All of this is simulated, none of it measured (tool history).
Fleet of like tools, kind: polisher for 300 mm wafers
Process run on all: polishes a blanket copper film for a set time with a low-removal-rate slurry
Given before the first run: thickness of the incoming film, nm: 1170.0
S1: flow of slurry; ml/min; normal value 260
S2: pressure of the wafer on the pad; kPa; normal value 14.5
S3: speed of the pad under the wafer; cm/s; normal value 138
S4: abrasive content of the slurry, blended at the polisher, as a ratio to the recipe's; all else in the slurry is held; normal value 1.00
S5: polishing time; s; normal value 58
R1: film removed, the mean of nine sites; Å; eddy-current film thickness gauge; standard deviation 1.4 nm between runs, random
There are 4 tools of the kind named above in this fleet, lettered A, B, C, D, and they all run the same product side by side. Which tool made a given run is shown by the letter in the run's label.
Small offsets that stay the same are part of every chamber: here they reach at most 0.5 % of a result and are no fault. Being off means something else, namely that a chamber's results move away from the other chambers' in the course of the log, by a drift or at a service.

At hour 10.4: chamber C: worn pad replaced by a new one.
Run 1C, hour 11.0: usual settings. Result: R1 1426.0 Å.
Run 2B, hour 22.0: usual settings. Result: R1 1387.7 Å.
Run 3A, hour 30.0: usual settings. Result: R1 1403.0 Å.
At hour 33.8: chamber D: worn pad replaced by a new one.
At hour 37.5: chamber D: slurry nozzle cleaned.
Run 4D, hour 39.2: usual settings. Result: R1 1421.4 Å.
At hour 40.0: chamber C: slurry blender recalibrated.
At hour 51.9: chamber D: slurry blender recalibrated.
Run 5D, hour 51.9: usual settings but S4 0.80. Result: R1 1325.1 Å.
Run 6C, hour 61.8: usual settings but S4 0.80. Result: R1 1335.6 Å.
At hour 67.6: chamber A: worn pad replaced by a new one.
Run 7A, hour 71.2: usual settings but S4 0.80. Result: R1 1373.1 Å.
At hour 71.7: chamber B: worn pad replaced by a new one.
Run 8B, hour 81.5: usual settings but S4 0.80. Result: R1 1321.9 Å.
Run 9B, hour 90.6: usual settings. Result: R1 1413.1 Å.
At hour 91.5: chamber A: head pressure recalibrated.
Run 10D, hour 97.9: usual settings. Result: R1 1427.5 Å.
At hour 105.9: chamber B: slurry blender recalibrated.
Run 11C, hour 109.1: usual settings. Result: R1 1390.8 Å.
Run 12A, hour 117.7: usual settings. Result: R1 1387.1 Å.
Run 13A, hour 130.0: usual settings. Result: R1 1397.5 Å.
At hour 132.2: chamber D: worn pad replaced by a new one.
Run 14D, hour 141.6: usual settings. Result: R1 1412.7 Å.
Run 15C, hour 149.6: usual settings. Result: R1 1426.8 Å.
Run 16B, hour 161.2: usual settings. Result: R1 1385.8 Å.
At hour 164.1: chamber D: slurry blender recalibrated.
Run 17C, hour 167.5: usual settings but S4 0.80. Result: R1 1356.1 Å.
At hour 168.7: chamber A: slurry nozzle cleaned.
At hour 170.4: chamber C: slurry blender recalibrated.
At hour 172.7: chamber C: worn pad replaced by a new one.
Run 18A, hour 175.2: usual settings but S4 0.80. Result: R1 1320.6 Å.
Run 19D, hour 182.4: usual settings but S4 0.80. Result: R1 1339.0 Å.
Run 20B, hour 191.5: usual settings but S4 0.80. Result: R1 1355.4 Å.
Run 21C, hour 199.7: usual settings. Result: R1 1403.1 Å.
At hour 208.5: chamber A: slurry blender recalibrated.
At hour 209.4: chamber B: worn pad replaced by a new one.
Run 22A, hour 210.3: usual settings. Result: R1 1376.7 Å.
At hour 218.6: chamber A: worn pad replaced by a new one.
Run 23D, hour 218.8: usual settings but S1 315 ml/min, S3 172 cm/s. Result: R1 1744.6 Å.
At hour 225.1: chamber D: worn pad replaced by a new one.
Run 24B, hour 229.5: usual settings but S1 315 ml/min, S3 172 cm/s. Result: R1 1782.4 Å.
Run 25A, hour 240.2: usual settings but S1 315 ml/min, S3 172 cm/s. Result: R1 1812.1 Å.
Run 26B, hour 250.4: usual settings but S1 315 ml/min, S3 172 cm/s. Result: R1 1807.2 Å.
Run 27D, hour 259.8: usual settings. Result: R1 1409.2 Å.
Run 28C, hour 268.7: usual settings. Result: R1 1401.3 Å.
Run 29A, hour 274.4: usual settings. Result: R1 1406.1 Å.
At hour 274.7: chamber D: slurry blender recalibrated.
Run 30D, hour 281.9: usual settings. Result: R1 1393.1 Å.
Run 31B, hour 290.1: usual settings. Result: R1 1414.3 Å.
Run 32C, hour 299.5: usual settings. Result: R1 1420.9 Å.
Run 33B, hour 310.5: usual settings. Result: R1 1395.0 Å.
At hour 321.0: chamber D: worn pad replaced by a new one.
Run 34D, hour 322.4: usual settings. Result: R1 1382.5 Å.
At hour 328.6: chamber B: worn pad replaced by a new one.
At hour 328.8: chamber C: slurry blender recalibrated.
Run 35A, hour 329.9: usual settings. Result: R1 1394.0 Å.
Run 36C, hour 341.9: usual settings. Result: R1 1428.2 Å.
At hour 345.8: chamber C: worn pad replaced by a new one.
At hour 349.0: chamber D: slurry nozzle cleaned.
Run 37B, hour 352.1: usual settings. Result: R1 1408.2 Å.
Run 38D, hour 363.5: usual settings. Result: R1 1387.7 Å.
Run 39A, hour 372.5: usual settings. Result: R1 1394.3 Å.
Run 40C, hour 382.2: usual settings. Result: R1 1412.2 Å.
At hour 384.2: chamber A: worn pad replaced by a new one.
Run 41B, hour 392.2: usual settings. Result: R1 1419.5 Å.
Run 42C, hour 401.4: usual settings but S4 0.75. Result: R1 1314.1 Å.
At hour 401.7: chamber D: slurry blender recalibrated.
Run 43A, hour 411.8: usual settings but S4 0.75. Result: R1 1312.6 Å.
At hour 412.6: chamber D: worn pad replaced by a new one.
Run 44D, hour 422.3: usual settings but S4 0.75. Result: R1 1306.4 Å.

What goes on in this fleet: one chamber off, a drifting gauge, or nothing beyond the chambers' own small offsets? Name the chamber and the cause, if any.

Beyond each chamber's small constant offset nothing stands out, and the gauge stays steady.
